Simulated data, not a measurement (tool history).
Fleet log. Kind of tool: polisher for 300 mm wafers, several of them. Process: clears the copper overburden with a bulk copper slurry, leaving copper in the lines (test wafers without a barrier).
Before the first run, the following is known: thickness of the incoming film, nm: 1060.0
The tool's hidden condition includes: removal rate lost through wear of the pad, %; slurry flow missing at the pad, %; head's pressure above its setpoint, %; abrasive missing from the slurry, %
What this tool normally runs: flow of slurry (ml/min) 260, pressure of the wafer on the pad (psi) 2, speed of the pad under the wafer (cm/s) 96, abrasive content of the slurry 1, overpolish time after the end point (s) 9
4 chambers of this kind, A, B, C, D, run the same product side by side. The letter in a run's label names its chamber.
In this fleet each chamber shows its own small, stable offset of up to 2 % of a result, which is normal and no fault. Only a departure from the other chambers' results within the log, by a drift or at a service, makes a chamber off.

run,hour,flow of slurry (ml/min),pressure of the wafer on the pad (psi),speed of the pad under the wafer (cm/s),abrasive content of the slurry,overpolish time after the end point (s),wafers polished on this pad,hours since the slurry nozzle was cleaned,hours since the head pressure was calibrated,hours since the slurry blender was calibrated,time until the end point was called (s),dishing of a wide line in a test structure (angstrom)
# hour 1.3: chamber A: worn pad replaced by a new one
1B,8.9,260,2,96,1,9,176,213.1,619.6,22.5,210.95,300.31
# hour 16: chamber C: worn pad replaced by a new one
2C,18.9,260,2,96,1,9,28,116.3,83.7,235.1,208.63,293.74
3A,28.4,260,2,96,1,9,255,69.6,676.8,357.3,209.89,299.04
4D,34.2,260,2,96,1,9,1018,456.7,1595.1,203.3,218.04,285.08
5D,41.3,260,2,96,1,9,1085,463.8,1602.2,210.4,216.29,291.56
# hour 44.8: chamber D: head pressure recalibrated
6C,48.5,260,2,96,1,9,306,145.9,113.3,264.7,210.11,306.34
7B,53.6,260,2,96,1,9,596,257.8,664.3,67.2,212.63,306.86
# hour 55.6: chamber A: slurry blender recalibrated
# hour 55.8: chamber B: worn pad replaced by a new one
8A,63.7,260,2,96,1,9,587,104.9,712.1,8.1,215.64,292.03
9D,71.7,260,2,96,1,9,1371,494.2,27,240.8,216.18,293.97
10B,81,330,2,96,1,6,237,285.2,691.7,94.6,204.11,229.13
11A,89.4,330,2,96,1,6,829,130.6,737.8,33.8,207.92,208.96
12C,98.9,330,2,96,1,6,780,196.3,163.7,315.1,205.07,201.39
13C,104.6,330,2,96,1,6,834,202,169.4,320.8,208.43,222.2
# hour 109: chamber B: slurry nozzle cleaned
# hour 111.6: chamber A: worn pad replaced by a new one
14A,112.3,260,2,96,1,9,6,153.5,760.7,56.7,209.15,297.04
# hour 120.6: chamber B: slurry blender recalibrated
15D,123.2,260,2,96,0.75,9,1855,545.7,78.5,292.3,243.11,268.65
# hour 124.4: chamber C: worn pad replaced by a new one
16B,128.2,260,2,96,0.75,9,681,19.3,738.9,7.7,224.61,294.1
# hour 128.3: chamber B: worn pad replaced by a new one
# hour 135: chamber D: slurry blender recalibrated
17D,135.5,260,2,96,0.75,9,1970,558,90.8,0.6,245.84,261.46
18C,143.9,260,2,96,0.75,9,183,241.3,208.7,360.1,216.61,276.47
19A,153.5,260,2,96,1,9,394,194.7,801.9,97.9,211.62,298.46
20B,163,260,2.4,96,1,9,326,54.1,773.7,42.5,176.72,346.33
21C,172.1,260,2.4,96,1,9,449,269.5,236.9,388.3,176.78,335.78
22B,178.1,260,2.4,96,1,9,468,69.2,788.8,57.6,176.6,362.4
23D,186,260,2.4,96,1,9,2445,608.5,141.3,51.1,197.74,303.06
24A,192.6,330,2,72,1,9,761,233.8,841,137,276.61,240.41

Read the log: is a single chamber off, either drifting away or since a service, is the gauge that measures every chamber drifting, or is nothing wrong beyond small per-chamber offsets? Name any odd chamber and what most likely caused it.

It is chamber D that slowly wanders off from its peers.
Cause: removal rate lost through wear of the pad, % = 12.4.

Below are 4 candidate recipes for chamber D's next run, each the usual settings with a change, their results shown as question marks. Which of them brings D's results back in line with what the other chambers give on the usual settings?
A result is in line if it is within this distance of the other chambers' mean on the usual settings: time until the end point was called (s) 7.3; dishing of a wide line in a test structure (angstrom) 25
25D-1,200.4,260,1.9,90,1,9,,,,,?,?
25D-2,200.4,260,2.2,106,1,9,,,,,?,?
25D-3,200.4,260,1.8,88,1,9,,,,,?,?
25D-4,200.4,260,2.1,104,1,9,,,,,?,?

Usual-settings mean across the other chambers: time until the end point was called (s) 210.74; dishing of a wide line in a test structure (angstrom) 296.25
run,time until the end point was called (s),dishing of a wide line in a test structure (angstrom)
25D-1,269.28,238.4
25D-2,196.98,310.66
25D-3,290.97,222.64
25D-4,210.47,293.7
With 25D-4, the chamber falls back in line with the rest.
